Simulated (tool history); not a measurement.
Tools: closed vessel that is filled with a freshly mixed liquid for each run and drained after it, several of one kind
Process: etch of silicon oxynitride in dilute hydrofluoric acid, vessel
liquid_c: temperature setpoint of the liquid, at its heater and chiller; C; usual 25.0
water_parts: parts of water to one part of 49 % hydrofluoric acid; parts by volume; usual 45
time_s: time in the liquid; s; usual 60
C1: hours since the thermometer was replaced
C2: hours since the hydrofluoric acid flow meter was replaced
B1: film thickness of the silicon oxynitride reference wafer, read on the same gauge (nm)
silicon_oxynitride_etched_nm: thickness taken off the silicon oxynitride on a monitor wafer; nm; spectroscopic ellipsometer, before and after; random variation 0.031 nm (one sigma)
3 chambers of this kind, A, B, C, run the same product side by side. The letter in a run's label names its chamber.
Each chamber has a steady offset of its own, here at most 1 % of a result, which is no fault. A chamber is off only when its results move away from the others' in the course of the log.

run 1C hour=4.5 | liquid_c=25.0 water_parts=45 time_s=60 | C1=810.5 C2=140.2 | B1=99.997 | silicon_oxynitride_etched_nm=5.7934
run 2A hour=9.6 | liquid_c=25.0 water_parts=45 time_s=60 | C1=289.2 C2=1374.6 | B1=100.000 | silicon_oxynitride_etched_nm=5.6575
run 3B hour=13.9 | liquid_c=25.0 water_parts=45 time_s=60 | C1=55.1 C2=396.5 | B1=100.010 | silicon_oxynitride_etched_nm=5.6990
run 4B hour=20.2 | liquid_c=25.0 water_parts=45 time_s=60 | C1=61.4 C2=402.8 | B1=99.966 | silicon_oxynitride_etched_nm=5.6674
run 5C hour=24.4 | liquid_c=25.0 water_parts=45 time_s=60 | C1=830.4 C2=160.1 | B1=99.983 | silicon_oxynitride_etched_nm=5.7417
run 6A hour=27.7 | liquid_c=25.0 water_parts=45 time_s=60 | C1=307.3 C2=1392.7 | B1=99.998 | silicon_oxynitride_etched_nm=5.6435
run 7B hour=31.0 | liquid_c=25.0 water_parts=25 time_s=95 | C1=72.2 C2=413.6 | B1=99.986 | silicon_oxynitride_etched_nm=16.4540
run 8A hour=37.8 | liquid_c=25.0 water_parts=25 time_s=95 | C1=317.4 C2=1402.8 | B1=100.020 | silicon_oxynitride_etched_nm=16.4150
run 9C hour=42.2 | liquid_c=25.0 water_parts=25 time_s=95 | C1=848.2 C2=177.9 | B1=100.010 | silicon_oxynitride_etched_nm=16.5500
run 10A hour=45.3 | liquid_c=25.0 water_parts=45 time_s=60 | C1=324.9 C2=1410.3 | B1=99.951 | silicon_oxynitride_etched_nm=5.7243
run 11B hour=48.7 | liquid_c=25.0 water_parts=45 time_s=60 | C1=89.9 C2=431.3 | B1=99.979 | silicon_oxynitride_etched_nm=5.6265
run 12C hour=53.3 | liquid_c=25.0 water_parts=45 time_s=60 | C1=859.3 C2=189.0 | B1=100.060 | silicon_oxynitride_etched_nm=5.7826
run 13B hour=57.5 | liquid_c=25.0 water_parts=45 time_s=60 | C1=98.7 C2=440.1 | B1=100.020 | silicon_oxynitride_etched_nm=5.5731
run 14A hour=60.9 | liquid_c=25.0 water_parts=45 time_s=60 | C1=340.5 C2=1425.9 | B1=99.999 | silicon_oxynitride_etched_nm=5.6511
run 15C hour=67.4 | liquid_c=25.0 water_parts=45 time_s=60 | C1=873.4 C2=203.1 | B1=99.987 | silicon_oxynitride_etched_nm=5.7639
run 16C hour=72.6 | liquid_c=25.0 water_parts=45 time_s=60 | C1=878.6 C2=208.3 | B1=99.996 | silicon_oxynitride_etched_nm=5.7432
run 17A hour=77.9 | liquid_c=25.0 water_parts=45 time_s=60 | C1=357.5 C2=1442.9 | B1=99.993 | silicon_oxynitride_etched_nm=5.6260
run 18B hour=83.0 | liquid_c=25.0 water_parts=45 time_s=60 | C1=124.2 C2=465.6 | B1=100.020 | silicon_oxynitride_etched_nm=5.4698
run 19C hour=86.1 | liquid_c=25.0 water_parts=45 time_s=60 | C1=892.1 C2=221.8 | B1=100.040 | silicon_oxynitride_etched_nm=5.7362
run 20B hour=90.1 | liquid_c=25.0 water_parts=45 time_s=60 | C1=131.3 C2=472.7 | B1=99.973 | silicon_oxynitride_etched_nm=5.4634
run 21A hour=96.1 | liquid_c=25.0 water_parts=45 time_s=60 | C1=375.7 C2=1461.1 | B1=99.993 | silicon_oxynitride_etched_nm=5.6862
run 22B hour=101.3 | liquid_c=25.0 water_parts=45 time_s=60 | C1=142.5 C2=483.9 | B1=100.010 | silicon_oxynitride_etched_nm=5.4157
run 23C hour=107.8 | liquid_c=25.0 water_parts=45 time_s=60 | C1=913.8 C2=243.5 | B1=100.050 | silicon_oxynitride_etched_nm=5.7606
run 24A hour=112.7 | liquid_c=25.0 water_parts=45 time_s=60 | C1=392.3 C2=1477.7 | B1=100.020 | silicon_oxynitride_etched_nm=5.6941
run 25B hour=118.5 | liquid_c=25.0 water_parts=45 time_s=60 | C1=159.7 C2=501.1 | B1=99.984 | silicon_oxynitride_etched_nm=5.3864
-- hour=123.8 chamber C: thermometer replaced
run 26C hour=124.4 | liquid_c=25.0 water_parts=45 time_s=60 | C1=0.6 C2=260.1 | B1=100.030 | silicon_oxynitride_etched_nm=5.7402
run 27A hour=128.9 | liquid_c=25.0 water_parts=45 time_s=60 | C1=408.5 C2=1493.9 | B1=100.010 | silicon_oxynitride_etched_nm=5.6797
run 28B hour=132.7 | liquid_c=29.5 water_parts=45 time_s=60 | C1=173.9 C2=515.3 | B1=100.050 | silicon_oxynitride_etched_nm=6.6341

Next, every chamber runs the same settings. What will each give?
run 29A hour=137.9 | liquid_c=25.0 water_parts=45 time_s=60 | silicon_oxynitride_etched_nm=?
run 29B hour=137.9 | liquid_c=25.0 water_parts=45 time_s=60 | silicon_oxynitride_etched_nm=?
run 29C hour=137.9 | liquid_c=25.0 water_parts=45 time_s=60 | silicon_oxynitride_etched_nm=?

run=29A silicon_oxynitride_etched_nm=5.6791
run=29B silicon_oxynitride_etched_nm=5.3323
run=29C silicon_oxynitride_etched_nm=5.8283
